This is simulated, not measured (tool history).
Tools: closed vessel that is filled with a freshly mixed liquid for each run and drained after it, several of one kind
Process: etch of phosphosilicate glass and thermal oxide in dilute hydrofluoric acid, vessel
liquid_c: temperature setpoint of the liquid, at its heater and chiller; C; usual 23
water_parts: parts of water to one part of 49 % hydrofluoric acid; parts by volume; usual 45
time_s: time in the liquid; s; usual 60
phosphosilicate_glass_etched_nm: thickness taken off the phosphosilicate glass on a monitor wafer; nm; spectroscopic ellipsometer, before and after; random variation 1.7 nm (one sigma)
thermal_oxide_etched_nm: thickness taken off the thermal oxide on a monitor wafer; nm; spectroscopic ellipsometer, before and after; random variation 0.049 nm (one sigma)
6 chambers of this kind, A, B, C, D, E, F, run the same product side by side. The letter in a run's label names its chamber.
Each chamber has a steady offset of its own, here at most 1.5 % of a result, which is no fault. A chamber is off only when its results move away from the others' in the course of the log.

run,hour,liquid_c,water_parts,time_s,"read-back film thickness of the phosphosilicate glass reference wafer, read on the same gauge (nm)","read-back film thickness of the thermal oxide reference wafer, read on the same gauge (nm)",phosphosilicate_glass_etched_nm,thermal_oxide_etched_nm
1C,7.7,23,45,60,130.04,140.00,277.82,6.4644
2F,18.6,23,45,60,130.00,140.03,275.18,6.5356
3A,27.2,23,45,60,130.03,140.03,272.42,6.4566
4E,38.1,23,45,60,130.03,139.98,272.86,6.4274
# hour 39.4: chamber A: hydrofluoric acid flow meter replaced
5B,51.3,23,60,30,130.01,139.99,102.15,2.3792
6D,63.5,23,60,30,130.02,140.00,100.55,2.3366
7A,76.5,23,60,30,129.98,140.01,101.11,2.3829
8B,84.6,23,60,30,130.04,139.99,101.55,2.3896
9F,94.5,23,60,30,129.97,139.98,101.15,2.3689
10D,104.6,23,60,30,129.99,139.99,100.32,2.3770
11C,111.9,23,45,60,130.06,140.02,276.61,6.3948
# hour 113.9: chamber E: hydrofluoric acid flow meter replaced
12E,120.9,23,45,60,130.02,139.98,272.13,6.4468
13C,132.7,23,45,60,130.02,140.03,276.98,6.3804
14A,138.6,23,45,60,129.98,140.00,275.52,6.5162
15D,145.8,23,45,60,130.00,140.01,272.99,6.3553
16F,156.7,23,45,60,130.04,140.01,275.12,6.4107
17E,166.5,23,45,60,130.02,140.01,272.76,6.4556
18B,177.5,23,45,60,129.98,140.00,277.57,6.4728
19E,188.2,23,45,60,130.02,139.98,275.15,6.4501
# hour 191.1: chamber B: thermometer replaced
20C,194.8,23,45,60,130.00,140.03,278.02,6.4078
21F,207.4,23,45,60,130.03,139.98,276.53,6.4887
22B,217.5,23,30,60,129.96,139.98,427.02,9.9579
23D,225.2,23,30,60,130.03,139.99,417.89,9.8595
24A,237.1,23,30,60,130.01,139.96,418.97,9.8774
25D,249.5,23,30,60,129.95,139.99,418.10,9.9928
26F,259.4,23,30,60,130.01,139.99,416.49,9.8286
27C,272.7,23,30,60,129.96,140.00,420.24,9.8496
28A,281.6,23,45,60,130.06,139.98,275.48,6.4716
29E,294.0,23,45,60,130.00,140.01,275.04,6.4448
30B,306.2,23,45,60,130.03,140.00,275.66,6.4560
31C,312.5,23,45,60,129.97,140.03,274.96,6.4898
32F,325.8,23,45,60,130.04,140.00,270.94,6.3921
33A,332.0,23,45,60,130.03,139.98,274.65,6.4009
# hour 334.3: chamber A: thermometer replaced
34B,339.4,23,45,60,130.00,140.00,277.96,6.4509
35E,346.8,23,45,60,130.01,140.00,274.08,6.3907
36D,354.2,23,45,60,130.00,140.01,272.27,6.4701
37C,362.6,23,45,60,130.00,139.99,275.88,6.4214
38D,374.4,23,45,60,130.01,140.02,268.44,6.5345
39A,382.0,23,45,70,130.00,140.01,316.53,7.4794
40E,394.2,23,45,70,130.04,140.00,322.73,7.5456

What goes on in this fleet: one chamber off, a drifting gauge, or nothing beyond the chambers' own small offsets? Name the chamber and the cause, if any.

No chamber stands off beyond its own small offset, and the gauge holds steady.
